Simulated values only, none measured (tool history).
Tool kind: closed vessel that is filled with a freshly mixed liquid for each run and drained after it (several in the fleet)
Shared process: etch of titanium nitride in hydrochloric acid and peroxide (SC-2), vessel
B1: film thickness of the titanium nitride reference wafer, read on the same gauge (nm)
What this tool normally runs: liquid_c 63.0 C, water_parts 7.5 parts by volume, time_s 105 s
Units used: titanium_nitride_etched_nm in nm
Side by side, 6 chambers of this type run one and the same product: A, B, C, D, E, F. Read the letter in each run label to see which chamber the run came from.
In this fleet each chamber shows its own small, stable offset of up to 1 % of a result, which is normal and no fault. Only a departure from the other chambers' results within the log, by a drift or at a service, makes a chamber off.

Run 1B, day 0.154: usual settings; B1 110.03. Result: titanium_nitride_etched_nm 9.2038 nm.
Run 2D, day 0.296: usual settings; B1 109.98. Result: titanium_nitride_etched_nm 9.0374 nm.
Run 3E, day 0.496: usual settings; B1 110.01. Result: titanium_nitride_etched_nm 9.0495 nm.
Run 4A, day 0.692: usual settings; B1 110.02. Result: titanium_nitride_etched_nm 9.0398 nm.
Run 5F, day 0.854: usual settings but liquid_c 71.5 C; B1 109.98. Result: titanium_nitride_etched_nm 15.5050 nm.
Run 6C, day 1.058: usual settings but liquid_c 71.5 C; B1 109.98. Result: titanium_nitride_etched_nm 15.5180 nm.
Run 7F, day 1.196: usual settings but liquid_c 71.5 C; B1 110.00. Result: titanium_nitride_etched_nm 15.3070 nm.
Run 8C, day 1.325: usual settings but liquid_c 71.5 C; B1 110.01. Result: titanium_nitride_etched_nm 15.3680 nm.
Run 9A, day 1.433: usual settings but liquid_c 71.5 C; B1 109.99. Result: titanium_nitride_etched_nm 14.8680 nm.
Run 10D, day 1.612: usual settings but liquid_c 71.5 C; B1 110.02. Result: titanium_nitride_etched_nm 15.2050 nm.
Run 11B, day 1.817: usual settings but liquid_c 54.5 C, water_parts 6.0 parts by volume; B1 109.96. Result: titanium_nitride_etched_nm 6.4639 nm.
Run 12E, day 1.962: usual settings but liquid_c 54.5 C, water_parts 6.0 parts by volume; B1 109.99. Result: titanium_nitride_etched_nm 6.2963 nm.
Run 13F, day 2.092: usual settings but liquid_c 54.5 C, water_parts 6.0 parts by volume; B1 109.98. Result: titanium_nitride_etched_nm 6.4193 nm.
Run 14A, day 2.258: usual settings but liquid_c 54.5 C, water_parts 6.0 parts by volume; B1 109.98. Result: titanium_nitride_etched_nm 6.3774 nm.
Run 15E, day 2.358: usual settings but liquid_c 54.5 C, water_parts 6.0 parts by volume; B1 110.00. Result: titanium_nitride_etched_nm 6.3874 nm.
Run 16D, day 2.475: usual settings but liquid_c 54.5 C, water_parts 6.0 parts by volume; B1 110.03. Result: titanium_nitride_etched_nm 6.3086 nm.
At day 2.571: chamber B: new drum of peroxide connected.
Run 17B, day 2.575: usual settings; B1 110.02. Result: titanium_nitride_etched_nm 9.1938 nm.
Run 18C, day 2.696: usual settings; B1 110.00. Result: titanium_nitride_etched_nm 9.0725 nm.
Run 19B, day 2.871: usual settings; B1 109.96. Result: titanium_nitride_etched_nm 9.0709 nm.
Run 20F, day 3.079: usual settings; B1 110.01. Result: titanium_nitride_etched_nm 9.2970 nm.
Run 21A, day 3.283: usual settings; B1 109.97. Result: titanium_nitride_etched_nm 8.8673 nm.
Run 22D, day 3.467: usual settings; B1 110.03. Result: titanium_nitride_etched_nm 9.0726 nm.
Run 23E, day 3.604: usual settings but liquid_c 55.5 C, water_parts 5.0 parts by volume; B1 109.99. Result: titanium_nitride_etched_nm 7.7711 nm.
Run 24C, day 3.788: usual settings but liquid_c 55.5 C, water_parts 5.0 parts by volume; B1 109.97. Result: titanium_nitride_etched_nm 7.6505 nm.
Run 25F, day 3.925: usual settings but liquid_c 55.5 C, water_parts 5.0 parts by volume; B1 110.00. Result: titanium_nitride_etched_nm 7.6839 nm.
Run 26A, day 4.029: usual settings but liquid_c 55.5 C, water_parts 5.0 parts by volume; B1 110.00. Result: titanium_nitride_etched_nm 7.4651 nm.
Run 27B, day 4.200: usual settings but liquid_c 55.5 C, water_parts 5.0 parts by volume; B1 110.03. Result: titanium_nitride_etched_nm 7.6863 nm.
Run 28C, day 4.358: usual settings but liquid_c 55.5 C, water_parts 5.0 parts by volume; B1 110.00. Result: titanium_nitride_etched_nm 7.7869 nm.
Run 29D, day 4.571: usual settings; B1 109.97. Result: titanium_nitride_etched_nm 9.1814 nm.
Run 30E, day 4.775: usual settings; B1 110.04. Result: titanium_nitride_etched_nm 9.2732 nm.
At day 4.925: chamber A: new drum of peroxide connected.
Run 31E, day 4.946: usual settings but liquid_c 68.0 C; B1 110.01. Result: titanium_nitride_etched_nm 12.4580 nm.
At day 5.075: chamber F: chemicals flow meter replaced.
Run 32B, day 5.142: usual settings but liquid_c 68.0 C; B1 110.03. Result: titanium_nitride_etched_nm 12.4100 nm.
Run 33C, day 5.254: usual settings but liquid_c 68.0 C; B1 109.98. Result: titanium_nitride_etched_nm 12.4940 nm.
Run 34F, day 5.379: usual settings but liquid_c 68.0 C; B1 110.00. Result: titanium_nitride_etched_nm 12.3900 nm.
Run 35D, day 5.475: usual settings but liquid_c 68.0 C; B1 110.02. Result: titanium_nitride_etched_nm 12.2500 nm.
Run 36A, day 5.571: usual settings but liquid_c 68.0 C; B1 109.99. Result: titanium_nitride_etched_nm 11.4980 nm.

For the next run the whole fleet of 6 chambers uses the same settings. Give each chamber's results:
Run 37A, day 5.725: usual settings. Result: titanium_nitride_etched_nm ?.
Run 37B, day 5.725: usual settings. Result: titanium_nitride_etched_nm ?.
Run 37C, day 5.725: usual settings. Result: titanium_nitride_etched_nm ?.
Run 37D, day 5.725: usual settings. Result: titanium_nitride_etched_nm ?.
Run 37E, day 5.725: usual settings. Result: titanium_nitride_etched_nm ?.
Run 37F, day 5.725: usual settings. Result: titanium_nitride_etched_nm ?.

run  titanium_nitride_etched_nm
37A                      8.5128
37B                      9.1344
37C                      9.2702
37D                      9.1319
37E                      9.1277
37F                      9.2333

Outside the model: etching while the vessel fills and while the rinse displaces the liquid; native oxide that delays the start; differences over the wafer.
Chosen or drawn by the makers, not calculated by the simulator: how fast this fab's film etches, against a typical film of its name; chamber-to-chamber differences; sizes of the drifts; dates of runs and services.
